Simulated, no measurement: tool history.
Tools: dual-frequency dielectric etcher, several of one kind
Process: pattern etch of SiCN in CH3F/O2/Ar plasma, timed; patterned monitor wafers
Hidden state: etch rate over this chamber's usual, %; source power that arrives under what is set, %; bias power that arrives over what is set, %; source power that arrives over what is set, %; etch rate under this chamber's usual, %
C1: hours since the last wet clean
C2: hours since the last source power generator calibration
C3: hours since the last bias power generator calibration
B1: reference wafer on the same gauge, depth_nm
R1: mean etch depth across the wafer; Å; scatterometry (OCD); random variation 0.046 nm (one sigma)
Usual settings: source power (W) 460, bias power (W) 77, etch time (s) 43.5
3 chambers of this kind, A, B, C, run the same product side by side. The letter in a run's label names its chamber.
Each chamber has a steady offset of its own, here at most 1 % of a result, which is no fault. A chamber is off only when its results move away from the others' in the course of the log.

Run 1A, hour 11.1: usual settings; C1 23.9; C2 2217.6; C3 3005.7; B1 16.705. Result: R1 177.02 Å.
At hour 19.5: chamber B: wet clean of the chamber.
Run 2B, hour 21.7: usual settings; C1 2.2; C2 1497.9; C3 2535.7; B1 16.695. Result: R1 177.51 Å.
Run 3C, hour 35.5: usual settings; C1 347.8; C2 1400.6; C3 663.4; B1 16.709. Result: R1 174.63 Å.
Run 4A, hour 48.3: usual settings; C1 61.1; C2 2254.8; C3 3042.9; B1 16.682. Result: R1 176.04 Å.
Run 5B, hour 55.9: usual settings; C1 36.4; C2 1532.1; C3 2569.9; B1 16.703. Result: R1 176.94 Å.
Run 6C, hour 65.3: usual settings; C1 377.6; C2 1430.4; C3 693.2; B1 16.701. Result: R1 174.38 Å.
Run 7B, hour 75.9: usual settings; C1 56.4; C2 1552.1; C3 2589.9; B1 16.700. Result: R1 177.17 Å.
Run 8C, hour 88.5: usual settings; C1 400.8; C2 1453.6; C3 716.4; B1 16.703. Result: R1 174.18 Å.
Run 9A, hour 102.8: usual settings but source power (W) 520; C1 115.6; C2 2309.3; C3 3097.4; B1 16.697. Result: R1 185.70 Å.
Run 10B, hour 113.4: usual settings but source power (W) 520; C1 93.9; C2 1589.6; C3 2627.4; B1 16.693. Result: R1 185.37 Å.
Run 11A, hour 127.0: usual settings but source power (W) 520; C1 139.8; C2 2333.5; C3 3121.6; B1 16.702. Result: R1 183.72 Å.
Run 12C, hour 138.3: usual settings; C1 450.6; C2 1503.4; C3 766.2; B1 16.701. Result: R1 174.37 Å.
Run 13C, hour 153.2: usual settings but source power (W) 380, etch time (s) 31.5; C1 465.5; C2 1518.3; C3 781.1; B1 16.703. Result: R1 117.23 Å.
Run 14B, hour 165.4: usual settings but source power (W) 380, etch time (s) 31.5; C1 145.9; C2 1641.6; C3 2679.4; B1 16.687. Result: R1 119.14 Å.
Run 15A, hour 172.9: usual settings but source power (W) 380, etch time (s) 31.5; C1 185.7; C2 2379.4; C3 3167.5; B1 16.701. Result: R1 119.10 Å.
At hour 174.9: chamber C: wet clean of the chamber.
Run 16C, hour 180.4: usual settings; C1 5.6; C2 1545.5; C3 808.3; B1 16.704. Result: R1 173.87 Å.
Run 17A, hour 191.0: usual settings; C1 203.8; C2 2397.5; C3 3185.6; B1 16.706. Result: R1 177.30 Å.
Run 18B, hour 200.9: usual settings; C1 181.4; C2 1677.1; C3 2714.9; B1 16.709. Result: R1 177.15 Å.
Run 19A, hour 210.4: usual settings; C1 223.2; C2 2416.9; C3 3205.0; B1 16.703. Result: R1 176.57 Å.
Run 20C, hour 219.9: usual settings but source power (W) 350; C1 45.1; C2 1585.0; C3 847.8; B1 16.695. Result: R1 157.54 Å.
Run 21B, hour 234.1: usual settings but source power (W) 350; C1 214.6; C2 1710.3; C3 2748.1; B1 16.694. Result: R1 159.96 Å.
Run 22C, hour 249.6: usual settings but source power (W) 350; C1 74.8; C2 1614.7; C3 877.5; B1 16.711. Result: R1 157.68 Å.
Run 23B, hour 260.8: usual settings; C1 241.3; C2 1737.0; C3 2774.8; B1 16.700. Result: R1 177.09 Å.
Run 24A, hour 272.2: usual settings; C1 285.0; C2 2478.7; C3 3266.8; B1 16.709. Result: R1 175.95 Å.
Run 25A, hour 286.0: usual settings; C1 298.8; C2 2492.5; C3 3280.6; B1 16.704. Result: R1 176.53 Å.
Run 26B, hour 298.6: usual settings but bias power (W) 60, etch time (s) 33.0; C1 279.1; C2 1774.8; C3 2812.6; B1 16.700. Result: R1 123.57 Å.
Run 27C, hour 311.2: usual settings but bias power (W) 60, etch time (s) 33.0; C1 136.4; C2 1676.3; C3 939.1; B1 16.703. Result: R1 121.31 Å.
Run 28A, hour 318.7: usual settings but bias power (W) 60, etch time (s) 33.0; C1 331.5; C2 2525.2; C3 3313.3; B1 16.694. Result: R1 122.53 Å.
Run 29C, hour 329.3: usual settings; C1 154.5; C2 1694.4; C3 957.2; B1 16.700. Result: R1 174.69 Å.
At hour 330.1: chamber C: source power generator calibrated.
Run 30B, hour 342.3: usual settings; C1 322.8; C2 1818.5; C3 2856.3; B1 16.704. Result: R1 176.18 Å.
Run 31C, hour 354.3: usual settings; C1 179.5; C2 24.3; C3 982.2; B1 16.688. Result: R1 174.58 Å.
Run 32A, hour 361.3: usual settings but bias power (W) 62, etch time (s) 51.0; C1 374.1; C2 2567.8; C3 3355.9; B1 16.697. Result: R1 191.86 Å.
Run 33B, hour 369.6: usual settings but bias power (W) 62, etch time (s) 51.0; C1 350.1; C2 1845.8; C3 2883.6; B1 16.698. Result: R1 192.37 Å.
Run 34B, hour 383.5: usual settings but bias power (W) 62, etch time (s) 51.0; C1 364.0; C2 1859.7; C3 2897.5; B1 16.705. Result: R1 192.17 Å.
Run 35A, hour 395.3: usual settings; C1 408.1; C2 2601.8; C3 3389.9; B1 16.697. Result: R1 176.78 Å.
Run 36C, hour 408.5: usual settings but source power (W) 420, bias power (W) 71; C1 233.7; C2 78.5; C3 1036.4; B1 16.709. Result: R1 164.00 Å.
Run 37B, hour 416.5: usual settings but source power (W) 420, bias power (W) 71; C1 397.0; C2 1892.7; C3 2930.5; B1 16.693. Result: R1 165.98 Å.
Run 38A, hour 424.3: usual settings but source power (W) 420, bias power (W) 71; C1 437.1; C2 2630.8; C3 3418.9; B1 16.701. Result: R1 166.21 Å.
Run 39C, hour 438.9: usual settings; C1 264.1; C2 108.9; C3 1066.8; B1 16.702. Result: R1 174.76 Å.
Run 40C, hour 452.1: usual settings; C1 277.3; C2 122.1; C3 1080.0; B1 16.698. Result: R1 174.22 Å.
Run 41B, hour 459.7: usual settings; C1 440.2; C2 1935.9; C3 2973.7; B1 16.699. Result: R1 176.81 Å.
Run 42A, hour 467.5: usual settings; C1 480.3; C2 2674.0; C3 3462.1; B1 16.696. Result: R1 176.91 Å.

What goes on in this fleet: one chamber off, a drifting gauge, or nothing beyond the chambers' own small offsets? Name the chamber and the cause, if any.

No chamber stands off beyond its own small offset, and the gauge holds steady.

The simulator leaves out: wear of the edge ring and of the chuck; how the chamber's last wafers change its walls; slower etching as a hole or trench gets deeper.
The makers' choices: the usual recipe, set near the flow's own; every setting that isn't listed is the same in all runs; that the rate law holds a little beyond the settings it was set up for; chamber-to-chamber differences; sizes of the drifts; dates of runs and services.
